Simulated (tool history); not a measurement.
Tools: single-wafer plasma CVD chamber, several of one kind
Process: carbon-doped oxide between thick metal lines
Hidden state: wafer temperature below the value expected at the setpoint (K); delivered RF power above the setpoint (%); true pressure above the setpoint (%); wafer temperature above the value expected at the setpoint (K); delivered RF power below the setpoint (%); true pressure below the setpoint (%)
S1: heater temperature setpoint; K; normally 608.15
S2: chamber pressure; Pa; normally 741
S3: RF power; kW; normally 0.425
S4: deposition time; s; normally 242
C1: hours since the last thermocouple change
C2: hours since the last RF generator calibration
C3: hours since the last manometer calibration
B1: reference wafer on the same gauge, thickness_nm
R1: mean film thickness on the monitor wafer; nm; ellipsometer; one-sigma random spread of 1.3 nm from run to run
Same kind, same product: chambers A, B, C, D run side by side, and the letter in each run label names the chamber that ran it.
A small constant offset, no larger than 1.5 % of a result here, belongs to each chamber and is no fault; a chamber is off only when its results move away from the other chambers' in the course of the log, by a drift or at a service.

Run 1B, hour 9: usual settings; C1 1811.8; C2 324.9; C3 1464.8; B1 950.17. Result: R1 1157.1 nm.
Run 2D, hour 17.1: usual settings; C1 436.2; C2 176.7; C3 1864.2; B1 950.65. Result: R1 1161.3 nm.
Run 3C, hour 25.8: usual settings; C1 1188.4; C2 821.9; C3 292.2; B1 950.48. Result: R1 1141.3 nm.
Run 4A, hour 36: usual settings; C1 1350.6; C2 1449.2; C3 2101.4; B1 950.65. Result: R1 1157.7 nm.
Run 5C, hour 45.3: usual settings; C1 1207.9; C2 841.4; C3 311.7; B1 950.66. Result: R1 1140.6 nm.
Run 6A, hour 51.4: usual settings but S1 595.15 K, S4 210 s; C1 1366; C2 1464.6; C3 2116.8; B1 950.99. Result: R1 1048.8 nm.
Run 7B, hour 59.6: usual settings but S1 595.15 K, S4 210 s; C1 1862.4; C2 375.5; C3 1515.4; B1 950.95. Result: R1 1047.3 nm.
Run 8D, hour 65.3: usual settings but S1 595.15 K, S4 210 s; C1 484.4; C2 224.9; C3 1912.4; B1 951.04. Result: R1 1053.6 nm.
Run 9C, hour 73.9: usual settings but S1 595.15 K, S4 210 s; C1 1236.5; C2 870; C3 340.3; B1 950.8. Result: R1 1030.9 nm.
Run 10A, hour 80.1: usual settings; C1 1394.7; C2 1493.3; C3 2145.5; B1 951.39. Result: R1 1157.9 nm.
Run 11D, hour 87.8: usual settings; C1 506.9; C2 247.4; C3 1934.9; B1 951.29. Result: R1 1161.8 nm.
Run 12B, hour 96.4: usual settings; C1 1899.2; C2 412.3; C3 1552.2; B1 951.59. Result: R1 1159.2 nm.
Run 13B, hour 101.4: usual settings; C1 1904.2; C2 417.3; C3 1557.2; B1 951.3. Result: R1 1159.1 nm.
At hour 108.1: chamber B: thermocouple changed; heater temperature recalibrated.
Run 14C, hour 110: usual settings; C1 1272.6; C2 906.1; C3 376.4; B1 951.75. Result: R1 1143.3 nm.
Run 15A, hour 116.6: usual settings; C1 1431.2; C2 1529.8; C3 2182; B1 951.67. Result: R1 1159.3 nm.
Run 16D, hour 124.5: usual settings; C1 543.6; C2 284.1; C3 1971.6; B1 951.66. Result: R1 1163.8 nm.
Run 17C, hour 132.9: usual settings; C1 1295.5; C2 929; C3 399.3; B1 952.19. Result: R1 1139.6 nm.
Run 18A, hour 137.7: usual settings; C1 1452.3; C2 1550.9; C3 2203.1; B1 952.04. Result: R1 1161.2 nm.
Run 19D, hour 144.7: usual settings; C1 563.8; C2 304.3; C3 1991.8; B1 952.17. Result: R1 1162.3 nm.
Run 20B, hour 151.1: usual settings; C1 43.1; C2 467; C3 1606.9; B1 952.14. Result: R1 1157.7 nm.
Run 21A, hour 158.6: usual settings; C1 1473.2; C2 1571.8; C3 2224; B1 952.41. Result: R1 1159.2 nm.
Run 22D, hour 164.7: usual settings; C1 583.8; C2 324.3; C3 2011.8; B1 952.77. Result: R1 1163.5 nm.
Run 23C, hour 170.7: usual settings; C1 1333.3; C2 966.8; C3 437.1; B1 952.81. Result: R1 1143.6 nm.
Run 24B, hour 175.3: usual settings; C1 67.3; C2 491.2; C3 1631.1; B1 952.83. Result: R1 1162.8 nm.
Run 25B, hour 182.9: usual settings; C1 74.9; C2 498.8; C3 1638.7; B1 952.7. Result: R1 1159.1 nm.
Run 26D, hour 192.6: usual settings; C1 611.7; C2 352.2; C3 2039.7; B1 952.85. Result: R1 1164.3 nm.
Run 27A, hour 202.6: usual settings but S3 0.355 kW; C1 1517.2; C2 1615.8; C3 2268; B1 952.96. Result: R1 1012.9 nm.
Run 28C, hour 211.6: usual settings but S3 0.355 kW; C1 1374.2; C2 1007.7; C3 478; B1 953.22. Result: R1 998.27 nm.
Run 29B, hour 218.7: usual settings but S3 0.355 kW; C1 110.7; C2 534.6; C3 1674.5; B1 953.31. Result: R1 1015.4 nm.
Run 30D, hour 228.6: usual settings but S3 0.355 kW; C1 647.7; C2 388.2; C3 2075.7; B1 953.35. Result: R1 1019.1 nm.
Run 31A, hour 234.7: usual settings; C1 1549.3; C2 1647.9; C3 2300.1; B1 953.52. Result: R1 1160.6 nm.
Run 32C, hour 242.3: usual settings; C1 1404.9; C2 1038.4; C3 508.7; B1 954. Result: R1 1144.8 nm.
Run 33D, hour 247: usual settings; C1 666.1; C2 406.6; C3 2094.1; B1 953.63. Result: R1 1162.8 nm.
Run 34C, hour 253.1: usual settings; C1 1415.7; C2 1049.2; C3 519.5; B1 953.9. Result: R1 1144.9 nm.
Run 35B, hour 260.4: usual settings but S4 277 s; C1 152.4; C2 576.3; C3 1716.2; B1 954.13. Result: R1 1328.6 nm.
Run 36A, hour 266.3: usual settings but S4 277 s; C1 1580.9; C2 1679.5; C3 2331.7; B1 953.77. Result: R1 1329.6 nm.
Run 37C, hour 271.2: usual settings but S4 277 s; C1 1433.8; C2 1067.3; C3 537.6; B1 953.95. Result: R1 1309.7 nm.
Run 38D, hour 280.6: usual settings but S4 277 s; C1 699.7; C2 440.2; C3 2127.7; B1 954.22. Result: R1 1334.1 nm.

One chamber off, gauge drift, or nothing amiss beyond the chambers' own small offsets? If it is a chamber, which one, and what is the likeliest cause?

It is the gauge, not a chamber: its drift shows up in every chamber's results at once, and no chamber is off.
Cause: gauge reads high (%) = 0.459.

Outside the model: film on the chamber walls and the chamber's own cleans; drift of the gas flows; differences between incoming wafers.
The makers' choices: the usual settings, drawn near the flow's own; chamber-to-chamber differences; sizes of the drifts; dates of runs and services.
